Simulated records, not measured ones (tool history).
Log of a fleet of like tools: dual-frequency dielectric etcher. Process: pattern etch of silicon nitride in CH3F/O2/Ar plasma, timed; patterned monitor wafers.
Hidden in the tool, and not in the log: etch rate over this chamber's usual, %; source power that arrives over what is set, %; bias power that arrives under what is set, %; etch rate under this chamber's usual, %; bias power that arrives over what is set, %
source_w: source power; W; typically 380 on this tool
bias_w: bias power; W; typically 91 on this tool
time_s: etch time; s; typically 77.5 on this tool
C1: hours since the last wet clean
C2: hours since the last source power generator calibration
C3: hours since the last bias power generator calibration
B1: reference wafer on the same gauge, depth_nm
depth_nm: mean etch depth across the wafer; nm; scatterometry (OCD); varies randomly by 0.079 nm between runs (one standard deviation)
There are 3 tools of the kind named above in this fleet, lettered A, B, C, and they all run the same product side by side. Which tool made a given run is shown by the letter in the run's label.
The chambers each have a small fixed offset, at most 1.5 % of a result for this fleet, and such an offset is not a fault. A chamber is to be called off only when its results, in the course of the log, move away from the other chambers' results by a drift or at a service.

{"run": "1C", "hour": 8.7, "source_w": 380, "bias_w": 91, "time_s": 77.5, "C1": 190.9, "C2": 3648.9, "C3": 1871.5, "B1": 48.59, "depth_nm": 58.074}
{"run": "2B", "hour": 19.1, "source_w": 380, "bias_w": 91, "time_s": 77.5, "C1": 222.9, "C2": 1331.7, "C3": 2886.3, "B1": 48.59, "depth_nm": 57.407}
{"run": "3A", "hour": 25.8, "source_w": 380, "bias_w": 91, "time_s": 77.5, "C1": 148.4, "C2": 77.8, "C3": 1286.9, "B1": 48.598, "depth_nm": 57.201}
{"run": "4C", "hour": 36.9, "source_w": 380, "bias_w": 91, "time_s": 77.5, "C1": 219.1, "C2": 3677.1, "C3": 1899.7, "B1": 48.581, "depth_nm": 57.749}
{"run": "5A", "hour": 44.4, "source_w": 380, "bias_w": 91, "time_s": 77.5, "C1": 167.0, "C2": 96.4, "C3": 1305.5, "B1": 48.574, "depth_nm": 57.228}
{"run": "6B", "hour": 53.0, "source_w": 380, "bias_w": 91, "time_s": 77.5, "C1": 256.8, "C2": 1365.6, "C3": 2920.2, "B1": 48.54, "depth_nm": 57.349}
{"run": "7C", "hour": 59.7, "source_w": 380, "bias_w": 91, "time_s": 77.5, "C1": 241.9, "C2": 3699.9, "C3": 1922.5, "B1": 48.541, "depth_nm": 57.909}
{"run": "8A", "hour": 71.2, "source_w": 380, "bias_w": 91, "time_s": 77.5, "C1": 193.8, "C2": 123.2, "C3": 1332.3, "B1": 48.527, "depth_nm": 57.103}
{"run": "9B", "hour": 81.7, "source_w": 380, "bias_w": 70, "time_s": 77.5, "C1": 285.5, "C2": 1394.3, "C3": 2948.9, "B1": 48.53, "depth_nm": 52.338}
{"run": "10B", "hour": 93.6, "source_w": 380, "bias_w": 70, "time_s": 77.5, "C1": 297.4, "C2": 1406.2, "C3": 2960.8, "B1": 48.516, "depth_nm": 52.187}
{"run": "11A", "hour": 101.6, "source_w": 380, "bias_w": 70, "time_s": 77.5, "C1": 224.2, "C2": 153.6, "C3": 1362.7, "B1": 48.495, "depth_nm": 52.11}
{"run": "12C", "hour": 111.1, "source_w": 380, "bias_w": 91, "time_s": 77.5, "C1": 293.3, "C2": 3751.3, "C3": 1973.9, "B1": 48.496, "depth_nm": 57.89}
{"run": "13C", "hour": 117.7, "source_w": 380, "bias_w": 91, "time_s": 77.5, "C1": 299.9, "C2": 3757.9, "C3": 1980.5, "B1": 48.491, "depth_nm": 57.836}
{"run": "14A", "hour": 127.8, "source_w": 380, "bias_w": 91, "time_s": 77.5, "C1": 250.4, "C2": 179.8, "C3": 1388.9, "B1": 48.474, "depth_nm": 57.117}
{"run": "15B", "hour": 137.3, "source_w": 380, "bias_w": 91, "time_s": 77.5, "C1": 341.1, "C2": 1449.9, "C3": 3004.5, "B1": 48.474, "depth_nm": 57.285}
{"run": "16C", "hour": 144.3, "source_w": 380, "bias_w": 91, "time_s": 77.5, "C1": 326.5, "C2": 3784.5, "C3": 2007.1, "B1": 48.476, "depth_nm": 57.705}
{"run": "17A", "hour": 150.3, "source_w": 380, "bias_w": 91, "time_s": 77.5, "C1": 272.9, "C2": 202.3, "C3": 1411.4, "B1": 48.473, "depth_nm": 57.046}
{"run": "18B", "hour": 156.5, "source_w": 380, "bias_w": 91, "time_s": 77.5, "C1": 360.3, "C2": 1469.1, "C3": 3023.7, "B1": 48.451, "depth_nm": 57.227}
{"run": "19C", "hour": 164.1, "source_w": 380, "bias_w": 91, "time_s": 77.5, "C1": 346.3, "C2": 3804.3, "C3": 2026.9, "B1": 48.444, "depth_nm": 57.773}
{"run": "20A", "hour": 171.1, "source_w": 380, "bias_w": 91, "time_s": 77.5, "C1": 293.7, "C2": 223.1, "C3": 1432.2, "B1": 48.445, "depth_nm": 57.012}
{"run": "21B", "hour": 181.5, "source_w": 380, "bias_w": 91, "time_s": 77.5, "C1": 385.3, "C2": 1494.1, "C3": 3048.7, "B1": 48.44, "depth_nm": 57.175}
{"run": "22C", "hour": 189.1, "source_w": 380, "bias_w": 91, "time_s": 77.5, "C1": 371.3, "C2": 3829.3, "C3": 2051.9, "B1": 48.427, "depth_nm": 57.736}
{"run": "23B", "hour": 199.1, "source_w": 380, "bias_w": 91, "time_s": 77.5, "C1": 402.9, "C2": 1511.7, "C3": 3066.3, "B1": 48.417, "depth_nm": 57.21}
{"run": "24A", "hour": 204.3, "source_w": 380, "bias_w": 91, "time_s": 77.5, "C1": 326.9, "C2": 256.3, "C3": 1465.4, "B1": 48.422, "depth_nm": 56.941}
{"run": "25B", "hour": 209.7, "source_w": 380, "bias_w": 91, "time_s": 77.5, "C1": 413.5, "C2": 1522.3, "C3": 3076.9, "B1": 48.405, "depth_nm": 57.197}
{"run": "26A", "hour": 221.0, "source_w": 380, "bias_w": 91, "time_s": 77.5, "C1": 343.6, "C2": 273.0, "C3": 1482.1, "B1": 48.394, "depth_nm": 56.882}
{"run": "27C", "hour": 227.4, "source_w": 380, "bias_w": 91, "time_s": 77.5, "C1": 409.6, "C2": 3867.6, "C3": 2090.2, "B1": 48.383, "depth_nm": 57.899}
{"run": "28B", "hour": 233.0, "source_w": 380, "bias_w": 91, "time_s": 77.5, "C1": 436.8, "C2": 1545.6, "C3": 3100.2, "B1": 48.379, "depth_nm": 57.07}
{"hour": 236.8, "done": "chamber B: wet clean of the chamber"}
{"hour": 240.5, "done": "chamber A: wet clean of the chamber"}
{"run": "29C", "hour": 243.3, "source_w": 380, "bias_w": 91, "time_s": 77.5, "C1": 425.5, "C2": 3883.5, "C3": 2106.1, "B1": 48.369, "depth_nm": 57.726}
{"hour": 244.9, "done": "chamber C: wet clean of the chamber"}
{"run": "30A", "hour": 248.4, "source_w": 380, "bias_w": 91, "time_s": 77.5, "C1": 8.0, "C2": 300.4, "C3": 1509.5, "B1": 48.39, "depth_nm": 56.98}
{"run": "31A", "hour": 257.0, "source_w": 410, "bias_w": 91, "time_s": 55.5, "C1": 16.6, "C2": 309.0, "C3": 1518.1, "B1": 48.373, "depth_nm": 41.986}
{"run": "32C", "hour": 267.5, "source_w": 410, "bias_w": 91, "time_s": 55.5, "C1": 22.6, "C2": 3907.7, "C3": 2130.3, "B1": 48.358, "depth_nm": 42.52}
{"run": "33B", "hour": 275.5, "source_w": 410, "bias_w": 91, "time_s": 55.5, "C1": 38.8, "C2": 1588.1, "C3": 3142.7, "B1": 48.331, "depth_nm": 42.075}
{"hour": 281.6, "done": "chamber B: source power generator calibrated"}
{"run": "34C", "hour": 285.9, "source_w": 380, "bias_w": 91, "time_s": 77.5, "C1": 41.0, "C2": 3926.1, "C3": 2148.7, "B1": 48.329, "depth_nm": 57.506}
{"run": "35B", "hour": 291.9, "source_w": 380, "bias_w": 91, "time_s": 77.5, "C1": 55.2, "C2": 10.3, "C3": 3159.1, "B1": 48.338, "depth_nm": 57.048}

Next, every chamber runs the same settings. What will each give?
{"run": "36A", "hour": 300.3, "source_w": 380, "bias_w": 91, "time_s": 77.5, "depth_nm": "?"}
{"run": "36B", "hour": 300.3, "source_w": 380, "bias_w": 91, "time_s": 77.5, "depth_nm": "?"}
{"run": "36C", "hour": 300.3, "source_w": 380, "bias_w": 91, "time_s": 77.5, "depth_nm": "?"}

run=36A depth_nm=56.869
run=36B depth_nm=57.081
run=36C depth_nm=57.445
